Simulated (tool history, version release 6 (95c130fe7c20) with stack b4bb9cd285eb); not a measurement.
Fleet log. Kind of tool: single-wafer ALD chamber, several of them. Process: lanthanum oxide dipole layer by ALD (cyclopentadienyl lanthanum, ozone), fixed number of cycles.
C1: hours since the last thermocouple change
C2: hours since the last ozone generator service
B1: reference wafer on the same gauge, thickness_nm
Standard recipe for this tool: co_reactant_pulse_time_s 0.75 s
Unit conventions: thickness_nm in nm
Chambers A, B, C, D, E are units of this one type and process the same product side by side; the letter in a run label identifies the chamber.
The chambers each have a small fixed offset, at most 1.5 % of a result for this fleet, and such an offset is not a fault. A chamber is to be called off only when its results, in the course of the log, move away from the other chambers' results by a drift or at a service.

-- hour=10.7 chamber E: ozone generator serviced
run 1C hour=13.8 | co_reactant_pulse_time_s=0.75 | C1=285.8 C2=541.5 | B1=0.48122 | thickness_nm=0.45205
run 2E hour=22 | co_reactant_pulse_time_s=0.75 | C1=1860.2 C2=11.3 | B1=0.48049 | thickness_nm=0.44588
run 3D hour=32.6 | co_reactant_pulse_time_s=0.75 | C1=1224.7 C2=631.3 | B1=0.48121 | thickness_nm=0.44808
run 4A hour=45.2 | co_reactant_pulse_time_s=0.75 | C1=1341.2 C2=1147.1 | B1=0.48089 | thickness_nm=0.44215
run 5B hour=59.1 | co_reactant_pulse_time_s=0.75 | C1=1119.1 C2=151.8 | B1=0.48079 | thickness_nm=0.45031
run 6B hour=67.4 | co_reactant_pulse_time_s=0.75 | C1=1127.4 C2=160.1 | B1=0.48118 | thickness_nm=0.4476
run 7A hour=81.3 | co_reactant_pulse_time_s=0.75 | C1=1377.3 C2=1183.2 | B1=0.48093 | thickness_nm=0.44495
run 8E hour=92.7 | co_reactant_pulse_time_s=0.75 | C1=1930.9 C2=82 | B1=0.48126 | thickness_nm=0.44398
run 9C hour=106.7 | co_reactant_pulse_time_s=0.9 | C1=378.7 C2=634.4 | B1=0.48136 | thickness_nm=0.48179
run 10D hour=115.7 | co_reactant_pulse_time_s=0.9 | C1=1307.8 C2=714.4 | B1=0.48042 | thickness_nm=0.48562
run 11E hour=129.4 | co_reactant_pulse_time_s=0.9 | C1=1967.6 C2=118.7 | B1=0.48048 | thickness_nm=0.47445
run 12B hour=144 | co_reactant_pulse_time_s=0.9 | C1=1204 C2=236.7 | B1=0.48089 | thickness_nm=0.48079
run 13C hour=159.1 | co_reactant_pulse_time_s=0.9 | C1=431.1 C2=686.8 | B1=0.48107 | thickness_nm=0.48182
run 14D hour=172.2 | co_reactant_pulse_time_s=0.75 | C1=1364.3 C2=770.9 | B1=0.48093 | thickness_nm=0.44778
run 15A hour=183.1 | co_reactant_pulse_time_s=0.75 | C1=1479.1 C2=1285 | B1=0.48061 | thickness_nm=0.44688
run 16D hour=196.5 | co_reactant_pulse_time_s=0.75 | C1=1388.6 C2=795.2 | B1=0.48066 | thickness_nm=0.44706
run 17E hour=203.6 | co_reactant_pulse_time_s=0.6 | C1=2041.8 C2=192.9 | B1=0.481 | thickness_nm=0.40015
run 18A hour=213.3 | co_reactant_pulse_time_s=0.6 | C1=1509.3 C2=1315.2 | B1=0.48043 | thickness_nm=0.39927
run 19B hour=226.1 | co_reactant_pulse_time_s=0.6 | C1=1286.1 C2=318.8 | B1=0.48085 | thickness_nm=0.40509
run 20C hour=239.2 | co_reactant_pulse_time_s=0.6 | C1=511.2 C2=766.9 | B1=0.48096 | thickness_nm=0.39025
run 21A hour=249.5 | co_reactant_pulse_time_s=0.6 | C1=1545.5 C2=1351.4 | B1=0.48074 | thickness_nm=0.39831
run 22B hour=256.2 | co_reactant_pulse_time_s=0.75 | C1=1316.2 C2=348.9 | B1=0.48062 | thickness_nm=0.44457
run 23D hour=268.4 | co_reactant_pulse_time_s=0.75 | C1=1460.5 C2=867.1 | B1=0.48108 | thickness_nm=0.45029
-- hour=271.5 chamber D: thermocouple changed; heater temperature recalibrated
run 24C hour=276.3 | co_reactant_pulse_time_s=0.75 | C1=548.3 C2=804 | B1=0.48095 | thickness_nm=0.43573
run 25E hour=290.8 | co_reactant_pulse_time_s=0.75 | C1=2129 C2=280.1 | B1=0.48128 | thickness_nm=0.44418
-- hour=295.9 chamber A: thermocouple changed; heater temperature recalibrated
run 26B hour=299.8 | co_reactant_pulse_time_s=0.75 | C1=1359.8 C2=392.5 | B1=0.4815 | thickness_nm=0.44765
run 27A hour=312.8 | co_reactant_pulse_time_s=0.75 | C1=16.9 C2=1414.7 | B1=0.48084 | thickness_nm=0.44506
run 28C hour=325.9 | co_reactant_pulse_time_s=0.75 | C1=597.9 C2=853.6 | B1=0.4817 | thickness_nm=0.43123
run 29E hour=332.6 | co_reactant_pulse_time_s=0.75 | C1=2170.8 C2=321.9 | B1=0.48114 | thickness_nm=0.44737
run 30D hour=341.6 | co_reactant_pulse_time_s=0.96 | C1=70.1 C2=940.3 | B1=0.48057 | thickness_nm=0.49604
-- hour=343.7 chamber A: ozone generator serviced
run 31A hour=353.6 | co_reactant_pulse_time_s=0.96 | C1=57.7 C2=9.9 | B1=0.48144 | thickness_nm=0.49287

Read the log: is a single chamber off, either drifting away or since a service, is the gauge that measures every chamber drifting, or is nothing wrong beyond small per-chamber offsets? Name any odd chamber and what most likely caused it.

It is chamber C that slowly wanders off from its peers.
Cause: ozone dose below that of a generator just serviced (%) = 10.3.

Here are 4 candidates for chamber C's next run, each the usual settings with a change, their results left as question marks. Which one brings its results back in line with what the others give on the usual settings?
In-line tolerance around the mean of the other chambers on the usual settings: thickness_nm 0.0066 nm
run 32C-1 hour=364.5 | co_reactant_pulse_time_s=0.68 | thickness_nm=?
run 32C-2 hour=364.5 | co_reactant_pulse_time_s=0.72 | thickness_nm=?
run 32C-3 hour=364.5 | co_reactant_pulse_time_s=0.78 | thickness_nm=?
run 32C-4 hour=364.5 | co_reactant_pulse_time_s=0.82 | thickness_nm=?

Other chambers, usual settings, mean: thickness_nm 0.44744 nm
run=32C-1 thickness_nm=0.40586
run=32C-2 thickness_nm=0.41798
run=32C-3 thickness_nm=0.43457
run=32C-4 thickness_nm=0.44466
Change 32C-4 lands the chamber within the allowed miss of the other chambers.
